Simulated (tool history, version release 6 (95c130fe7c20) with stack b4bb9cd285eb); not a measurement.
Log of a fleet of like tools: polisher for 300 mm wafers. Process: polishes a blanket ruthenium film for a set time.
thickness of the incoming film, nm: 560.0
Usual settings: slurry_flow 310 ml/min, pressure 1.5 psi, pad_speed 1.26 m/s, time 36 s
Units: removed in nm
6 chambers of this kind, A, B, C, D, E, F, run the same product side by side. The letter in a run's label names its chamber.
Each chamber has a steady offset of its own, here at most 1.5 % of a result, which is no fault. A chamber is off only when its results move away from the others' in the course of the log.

-- day=0.025 chamber E: head pressure recalibrated
run 1D day=0.096 | slurry_flow=310 pressure=1.5 pad_speed=1.26 time=36 | removed=40.499
run 2F day=0.279 | slurry_flow=310 pressure=1.5 pad_speed=1.26 time=36 | removed=40.099
-- day=0.425 chamber A: slurry nozzle cleaned
run 3B day=0.479 | slurry_flow=310 pressure=1.5 pad_speed=1.26 time=36 | removed=40.825
-- day=0.546 chamber F: slurry nozzle cleaned
run 4C day=0.571 | slurry_flow=310 pressure=1.5 pad_speed=1.26 time=36 | removed=39.894
run 5A day=0.754 | slurry_flow=310 pressure=1.5 pad_speed=1.26 time=36 | removed=39.881
run 6E day=0.925 | slurry_flow=310 pressure=1.5 pad_speed=1.26 time=36 | removed=40.51
run 7F day=1.108 | slurry_flow=310 pressure=1.5 pad_speed=1.26 time=36 | removed=40.494
run 8C day=1.258 | slurry_flow=310 pressure=1.5 pad_speed=1.26 time=36 | removed=40.087
-- day=1.317 chamber C: worn pad replaced by a new one
run 9E day=1.4 | slurry_flow=310 pressure=1.5 pad_speed=1.26 time=36 | removed=40.378
run 10A day=1.496 | slurry_flow=310 pressure=1.5 pad_speed=1.26 time=36 | removed=40.038
-- day=1.646 chamber D: worn pad replaced by a new one
run 11D day=1.654 | slurry_flow=310 pressure=1.2 pad_speed=0.86 time=36 | removed=21.879
run 12B day=1.867 | slurry_flow=310 pressure=1.2 pad_speed=0.86 time=36 | removed=22.343
-- day=1.879 chamber F: worn pad replaced by a new one
run 13D day=2 | slurry_flow=310 pressure=1.2 pad_speed=0.86 time=36 | removed=21.689
-- day=2.054 chamber B: worn pad replaced by a new one
run 14C day=2.167 | slurry_flow=310 pressure=1.2 pad_speed=0.86 time=36 | removed=22.238
run 15E day=2.283 | slurry_flow=310 pressure=1.2 pad_speed=0.86 time=36 | removed=21.845
run 16B day=2.454 | slurry_flow=310 pressure=1.2 pad_speed=0.86 time=36 | removed=22.167
run 17F day=2.592 | slurry_flow=310 pressure=1.5 pad_speed=1.26 time=36 | removed=40.518
run 18A day=2.696 | slurry_flow=310 pressure=1.5 pad_speed=1.26 time=36 | removed=40.176
run 19D day=2.879 | slurry_flow=310 pressure=1.5 pad_speed=1.26 time=36 | removed=40.325
run 20B day=3.017 | slurry_flow=310 pressure=1.5 pad_speed=1.26 time=36 | removed=40.256
run 21E day=3.146 | slurry_flow=310 pressure=1.5 pad_speed=1.26 time=36 | removed=40.226
-- day=3.229 chamber C: worn pad replaced by a new one
run 22C day=3.242 | slurry_flow=310 pressure=1.5 pad_speed=1.26 time=36 | removed=40.031
run 23A day=3.442 | slurry_flow=310 pressure=1.5 pad_speed=1.26 time=36 | removed=40.022
run 24F day=3.646 | slurry_flow=310 pressure=1.5 pad_speed=1.26 time=36 | removed=40.315
run 25F day=3.762 | slurry_flow=310 pressure=1.5 pad_speed=1.26 time=36 | removed=40.25
run 26E day=3.875 | slurry_flow=310 pressure=1.5 pad_speed=1.26 time=36 | removed=39.655
-- day=3.938 chamber A: worn pad replaced by a new one
run 27A day=4.054 | slurry_flow=310 pressure=1.5 pad_speed=1.26 time=36 | removed=40.116
run 28D day=4.183 | slurry_flow=310 pressure=1.5 pad_speed=1.26 time=36 | removed=40.051
run 29B day=4.383 | slurry_flow=310 pressure=1.5 pad_speed=1.26 time=36 | removed=40.608
-- day=4.5 chamber F: worn pad replaced by a new one
run 30C day=4.588 | slurry_flow=310 pressure=1.5 pad_speed=1.26 time=36 | removed=40.321
run 31F day=4.725 | slurry_flow=310 pressure=1.5 pad_speed=1.26 time=29 | removed=32.599
run 32D day=4.846 | slurry_flow=310 pressure=1.5 pad_speed=1.26 time=29 | removed=32.454
-- day=4.904 chamber D: worn pad replaced by a new one
run 33B day=4.958 | slurry_flow=310 pressure=1.5 pad_speed=1.26 time=29 | removed=32.96
-- day=5.1 chamber C: worn pad replaced by a new one
run 34E day=5.112 | slurry_flow=310 pressure=1.5 pad_speed=1.26 time=29 | removed=31.538
run 35A day=5.208 | slurry_flow=310 pressure=1.5 pad_speed=1.26 time=29 | removed=32.219
run 36C day=5.4 | slurry_flow=310 pressure=1.5 pad_speed=1.26 time=29 | removed=32.191
run 37D day=5.562 | slurry_flow=310 pressure=1.5 pad_speed=1.26 time=36 | removed=40.488
run 38B day=5.667 | slurry_flow=310 pressure=1.5 pad_speed=1.26 time=36 | removed=40.012
run 39C day=5.767 | slurry_flow=310 pressure=1.5 pad_speed=1.26 time=36 | removed=40.377
run 40E day=5.912 | slurry_flow=310 pressure=1.5 pad_speed=1.26 time=36 | removed=39.025
run 41A day=6.05 | slurry_flow=310 pressure=1.5 pad_speed=1.26 time=36 | removed=40.079
run 42F day=6.15 | slurry_flow=310 pressure=1.5 pad_speed=1.26 time=36 | removed=39.865
run 43A day=6.246 | slurry_flow=310 pressure=1.5 pad_speed=1.26 time=36 | removed=40.086
run 44E day=6.417 | slurry_flow=310 pressure=1.5 pad_speed=1.26 time=36 | removed=38.677

All 6 chambers run these settings next. Forecast each chamber's results:
run 45A day=6.567 | slurry_flow=310 pressure=1.5 pad_speed=1.26 time=36 | removed=?
run 45B day=6.567 | slurry_flow=310 pressure=1.5 pad_speed=1.26 time=36 | removed=?
run 45C day=6.567 | slurry_flow=310 pressure=1.5 pad_speed=1.26 time=36 | removed=?
run 45D day=6.567 | slurry_flow=310 pressure=1.5 pad_speed=1.26 time=36 | removed=?
run 45E day=6.567 | slurry_flow=310 pressure=1.5 pad_speed=1.26 time=36 | removed=?
run 45F day=6.567 | slurry_flow=310 pressure=1.5 pad_speed=1.26 time=36 | removed=?

run=45A removed=39.744
run=45B removed=40.552
run=45C removed=40.19
run=45D removed=40.46
run=45E removed=38.132
run=45F removed=40.344

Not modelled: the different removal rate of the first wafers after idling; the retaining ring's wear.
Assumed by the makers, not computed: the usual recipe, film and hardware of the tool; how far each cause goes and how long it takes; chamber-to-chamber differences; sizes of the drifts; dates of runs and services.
